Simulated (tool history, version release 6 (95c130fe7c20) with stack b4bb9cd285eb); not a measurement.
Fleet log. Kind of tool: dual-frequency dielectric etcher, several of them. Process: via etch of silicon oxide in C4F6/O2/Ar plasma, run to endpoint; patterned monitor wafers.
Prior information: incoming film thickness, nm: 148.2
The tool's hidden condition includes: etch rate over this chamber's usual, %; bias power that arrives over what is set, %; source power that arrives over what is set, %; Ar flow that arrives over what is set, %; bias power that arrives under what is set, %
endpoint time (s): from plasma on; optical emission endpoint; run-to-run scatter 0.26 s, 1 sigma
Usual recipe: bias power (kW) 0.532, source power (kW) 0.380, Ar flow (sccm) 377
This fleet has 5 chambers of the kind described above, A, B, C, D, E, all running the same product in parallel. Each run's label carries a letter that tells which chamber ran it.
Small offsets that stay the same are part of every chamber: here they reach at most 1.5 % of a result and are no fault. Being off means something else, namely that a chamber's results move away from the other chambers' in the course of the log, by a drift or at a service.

run   hour  bias power (kW)  source power (kW)  Ar flow (sccm)  hours since the last wet clean  hours since the last bias power generator calibration  hours since the last source power generator calibration  hours since the last Ar flow controller change  endpoint time (s)
 1C    6.5            0.532              0.380             377                           414.4                                                 3688.4                                                   3341.5                                          1152.1             32.885
 2E    9.8            0.532              0.380             377                           373.1                                                   38.7                                                   2182.5                                          1075.9             33.515
 3B   14.8            0.532              0.380             377                           546.7                                                   38.4                                                   3540.0                                          2345.4             33.489
 4A   19.3            0.532              0.380             377                           358.2                                                 1622.7                                                    448.7                                           469.5             33.676
 5D   24.3            0.532              0.380             377                           472.2                                                  622.8                                                   3296.9                                          4164.9             33.091
 6D   30.7            0.532              0.310             377                           478.6                                                  629.2                                                   3303.3                                          4171.3             35.835
 7C   34.0            0.532              0.310             377                           441.9                                                 3715.9                                                   3369.0                                          1179.6             35.993
      38.8  -- chamber C: wet clean of the chamber
 8B   39.4            0.532              0.310             377                           571.3                                                   63.0                                                   3564.6                                          2370.0             35.667
 9A   45.9            0.532              0.310             377                           384.8                                                 1649.3                                                    475.3                                           496.1             35.367
10E   50.1            0.532              0.310             377                           413.4                                                   79.0                                                   2222.8                                          1116.2             35.592
11A   57.3            0.532              0.380             377                           396.2                                                 1660.7                                                    486.7                                           507.5             33.165
12D   60.8            0.591              0.280             377                           508.7                                                  659.3                                                   3333.4                                          4201.4             36.109
13B   65.1            0.591              0.280             377                           597.0                                                   88.7                                                   3590.3                                          2395.7             35.234
      67.7  -- chamber A: wet clean of the chamber
14C   70.4            0.591              0.280             377                            31.6                                                 3752.3                                                   3405.4                                          1216.0             35.963
15E   74.7            0.591              0.280             377                           438.0                                                  103.6                                                   2247.4                                          1140.8             35.110
16B   78.4            0.591              0.280             377                           610.3                                                  102.0                                                   3603.6                                          2409.0             35.659
17C   82.2            0.532              0.380             377                            43.4                                                 3764.1                                                   3417.2                                          1227.8             32.845
18A   87.7            0.532              0.380             377                            20.0                                                 1691.1                                                    517.1                                           537.9             32.992
19D   92.7            0.532              0.380             377                           540.6                                                  691.2                                                   3365.3                                          4233.3             33.537
20E   96.2            0.532              0.380             377                           459.5                                                  125.1                                                   2268.9                                          1162.3             32.592
21D   99.7            0.532              0.380             377                           547.6                                                  698.2                                                   3372.3                                          4240.3             33.639
22A  106.0            0.532              0.380             377                            38.3                                                 1709.4                                                    535.4                                           556.2             32.820
23E  109.8            0.532              0.330             328                           473.1                                                  138.7                                                   2282.5                                          1175.9             33.619
     113.9  -- chamber B: wet clean of the chamber
24C  114.9            0.532              0.330             328                            76.1                                                 3796.8                                                   3449.9                                          1260.5             34.724
25B  120.6            0.532              0.330             328                             6.8                                                  144.2                                                   3645.8                                          2451.2             34.866
     120.9  -- chamber D: wet clean of the chamber
26E  124.9            0.532              0.330             328                           488.2                                                  153.8                                                   2297.6                                          1191.0             33.290
27C  129.3            0.532              0.330             328                            90.5                                                 3811.2                                                   3464.3                                          1274.9             34.885
28A  134.4            0.532              0.380             377                            66.7                                                 1737.8                                                    563.8                                           584.6             33.156
29D  141.0            0.532              0.380             377                            20.1                                                  739.5                                                   3413.6                                          4281.6             33.851
30B  146.9            0.532              0.380             377                            33.1                                                  170.5                                                   3672.1                                          2477.5             33.166
31C  150.2            0.532              0.380             377                           111.4                                                 3832.1                                                   3485.2                                          1295.8             33.746
     153.8  -- chamber E: source power generator calibrated
32A  157.1            0.532              0.380             377                            89.4                                                 1760.5                                                    586.5                                           607.3             33.161
33E  163.7            0.532              0.380             377                           527.0                                                  192.6                                                      9.9                                          1229.8             32.018
34B  168.1            0.532              0.380             377                            54.3                                                  191.7                                                   3693.3                                          2498.7             33.017
35D  172.8            0.532              0.380             377                            51.9                                                  771.3                                                   3445.4                                          4313.4             33.403
36E  177.7            0.532              0.380             377                           541.0                                                  206.6                                                     23.9                                          1243.8             32.624
37A  183.8            0.532              0.380             377                           116.1                                                 1787.2                                                    613.2                                           634.0             33.228
38B  187.0            0.532              0.380             377                            73.2                                                  210.6                                                   3712.2                                          2517.6             33.398
39D  192.9            0.532              0.380             377                            72.0                                                  791.4                                                   3465.5                                          4333.5             33.631
40C  199.4            0.532              0.380             377                           160.6                                                 3881.3                                                   3534.4                                          1345.0             33.295
41D  205.4            0.532              0.380             377                            84.5                                                  803.9                                                   3478.0                                          4346.0             33.631

Next, every chamber runs the same settings. What will each give?
42A  210.5            0.532              0.380             377                                                                                                                                                                                                                  ?
42B  210.5            0.532              0.380             377                                                                                                                                                                                                                  ?
42C  210.5            0.532              0.380             377                                                                                                                                                                                                                  ?
42D  210.5            0.532              0.380             377                                                                                                                                                                                                                  ?
42E  210.5            0.532              0.380             377                                                                                                                                                                                                                  ?

run  endpoint time (s)
42A             33.010
42B             33.577
42C             33.275
42D             33.275
42E             32.225
